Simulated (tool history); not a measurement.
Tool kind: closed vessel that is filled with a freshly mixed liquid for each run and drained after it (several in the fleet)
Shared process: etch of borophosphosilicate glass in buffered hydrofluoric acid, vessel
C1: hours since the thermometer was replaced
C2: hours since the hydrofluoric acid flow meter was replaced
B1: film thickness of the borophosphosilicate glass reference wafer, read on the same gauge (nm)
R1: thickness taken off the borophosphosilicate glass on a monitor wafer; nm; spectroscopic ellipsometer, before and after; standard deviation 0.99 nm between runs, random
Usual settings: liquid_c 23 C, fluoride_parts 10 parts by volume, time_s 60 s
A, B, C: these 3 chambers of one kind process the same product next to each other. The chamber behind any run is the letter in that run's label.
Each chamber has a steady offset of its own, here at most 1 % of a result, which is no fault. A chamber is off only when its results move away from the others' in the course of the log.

{"hour": 0.4, "done": "chamber B: thermometer replaced"}
{"run": "1C", "hour": 4.3, "liquid_c": 23, "fluoride_parts": 10, "time_s": 60, "C1": 1309.3, "C2": 391.9, "B1": 80.049, "R1": 111.16}
{"run": "2A", "hour": 13.9, "liquid_c": 23, "fluoride_parts": 10, "time_s": 60, "C1": 348.1, "C2": 1765.5, "B1": 80.047, "R1": 109.9}
{"run": "3B", "hour": 19.0, "liquid_c": 23, "fluoride_parts": 10, "time_s": 60, "C1": 18.6, "C2": 495.3, "B1": 79.983, "R1": 111.12}
{"run": "4C", "hour": 27.6, "liquid_c": 23, "fluoride_parts": 10, "time_s": 60, "C1": 1332.6, "C2": 415.2, "B1": 80.02, "R1": 108.51}
{"run": "5B", "hour": 36.4, "liquid_c": 23, "fluoride_parts": 10, "time_s": 60, "C1": 36, "C2": 512.7, "B1": 80.017, "R1": 109.27}
{"run": "6A", "hour": 41.0, "liquid_c": 23, "fluoride_parts": 10, "time_s": 60, "C1": 375.2, "C2": 1792.6, "B1": 80.02, "R1": 108.47}
{"run": "7C", "hour": 45.8, "liquid_c": 23, "fluoride_parts": 10, "time_s": 60, "C1": 1350.8, "C2": 433.4, "B1": 79.954, "R1": 111.4}
{"run": "8A", "hour": 52.5, "liquid_c": 23, "fluoride_parts": 10, "time_s": 60, "C1": 386.7, "C2": 1804.1, "B1": 80.015, "R1": 108.3}
{"run": "9B", "hour": 56.7, "liquid_c": 23, "fluoride_parts": 10, "time_s": 60, "C1": 56.3, "C2": 533, "B1": 80.001, "R1": 111.78}
{"run": "10B", "hour": 61.6, "liquid_c": 23, "fluoride_parts": 10, "time_s": 60, "C1": 61.2, "C2": 537.9, "B1": 80.003, "R1": 112.25}
{"run": "11A", "hour": 66.0, "liquid_c": 23, "fluoride_parts": 10, "time_s": 60, "C1": 400.2, "C2": 1817.6, "B1": 80.007, "R1": 108.52}
{"run": "12C", "hour": 70.7, "liquid_c": 23, "fluoride_parts": 10, "time_s": 60, "C1": 1375.7, "C2": 458.3, "B1": 80.002, "R1": 111.26}
{"run": "13B", "hour": 78.5, "liquid_c": 23, "fluoride_parts": 10, "time_s": 60, "C1": 78.1, "C2": 554.8, "B1": 79.969, "R1": 110.73}
{"run": "14C", "hour": 84.7, "liquid_c": 23, "fluoride_parts": 10, "time_s": 90, "C1": 1389.7, "C2": 472.3, "B1": 80.041, "R1": 164.68}
{"run": "15A", "hour": 89.0, "liquid_c": 23, "fluoride_parts": 10, "time_s": 90, "C1": 423.2, "C2": 1840.6, "B1": 80.051, "R1": 162.7}
{"run": "16C", "hour": 94.8, "liquid_c": 23, "fluoride_parts": 10, "time_s": 90, "C1": 1399.8, "C2": 482.4, "B1": 79.963, "R1": 165.2}
{"run": "17A", "hour": 101.3, "liquid_c": 23, "fluoride_parts": 10, "time_s": 70, "C1": 435.5, "C2": 1852.9, "B1": 80.001, "R1": 127.16}
{"hour": 106.1, "done": "chamber A: hydrofluoric acid flow meter replaced"}
{"run": "18B", "hour": 110.2, "liquid_c": 23, "fluoride_parts": 10, "time_s": 70, "C1": 109.8, "C2": 586.5, "B1": 80.011, "R1": 126.22}
{"run": "19A", "hour": 117.2, "liquid_c": 23, "fluoride_parts": 10, "time_s": 70, "C1": 451.4, "C2": 11.2, "B1": 79.982, "R1": 128.82}
{"run": "20C", "hour": 125.4, "liquid_c": 23, "fluoride_parts": 10, "time_s": 60, "C1": 1430.4, "C2": 513, "B1": 79.978, "R1": 109.85}
{"run": "21B", "hour": 134.0, "liquid_c": 23, "fluoride_parts": 10, "time_s": 60, "C1": 133.6, "C2": 610.3, "B1": 79.999, "R1": 105.01}
{"run": "22C", "hour": 140.5, "liquid_c": 23, "fluoride_parts": 6, "time_s": 60, "C1": 1445.5, "C2": 528.1, "B1": 80.03, "R1": 178.85}
{"run": "23A", "hour": 147.8, "liquid_c": 23, "fluoride_parts": 6, "time_s": 60, "C1": 482, "C2": 41.8, "B1": 79.979, "R1": 175.18}
{"hour": 153.1, "done": "chamber C: hydrofluoric acid flow meter replaced"}
{"run": "24B", "hour": 155.2, "liquid_c": 23, "fluoride_parts": 6, "time_s": 60, "C1": 154.8, "C2": 631.5, "B1": 80.003, "R1": 171.37}
{"run": "25C", "hour": 163.5, "liquid_c": 23, "fluoride_parts": 10, "time_s": 60, "C1": 1468.5, "C2": 10.5, "B1": 79.995, "R1": 111.5}
{"run": "26B", "hour": 169.0, "liquid_c": 23, "fluoride_parts": 10, "time_s": 60, "C1": 168.6, "C2": 645.3, "B1": 79.986, "R1": 102.65}
{"run": "27A", "hour": 178.0, "liquid_c": 23, "fluoride_parts": 10, "time_s": 60, "C1": 512.2, "C2": 72, "B1": 80.015, "R1": 108.36}

Predict what each chamber gives when all 3 of them run the settings below next.
{"run": "28A", "hour": 184.9, "liquid_c": 23, "fluoride_parts": 7, "time_s": 60, "R1": "?"}
{"run": "28B", "hour": 184.9, "liquid_c": 23, "fluoride_parts": 7, "time_s": 60, "R1": "?"}
{"run": "28C", "hour": 184.9, "liquid_c": 23, "fluoride_parts": 7, "time_s": 60, "R1": "?"}

run=28A R1=152.55
run=28B R1=140.99
run=28C R1=156.25
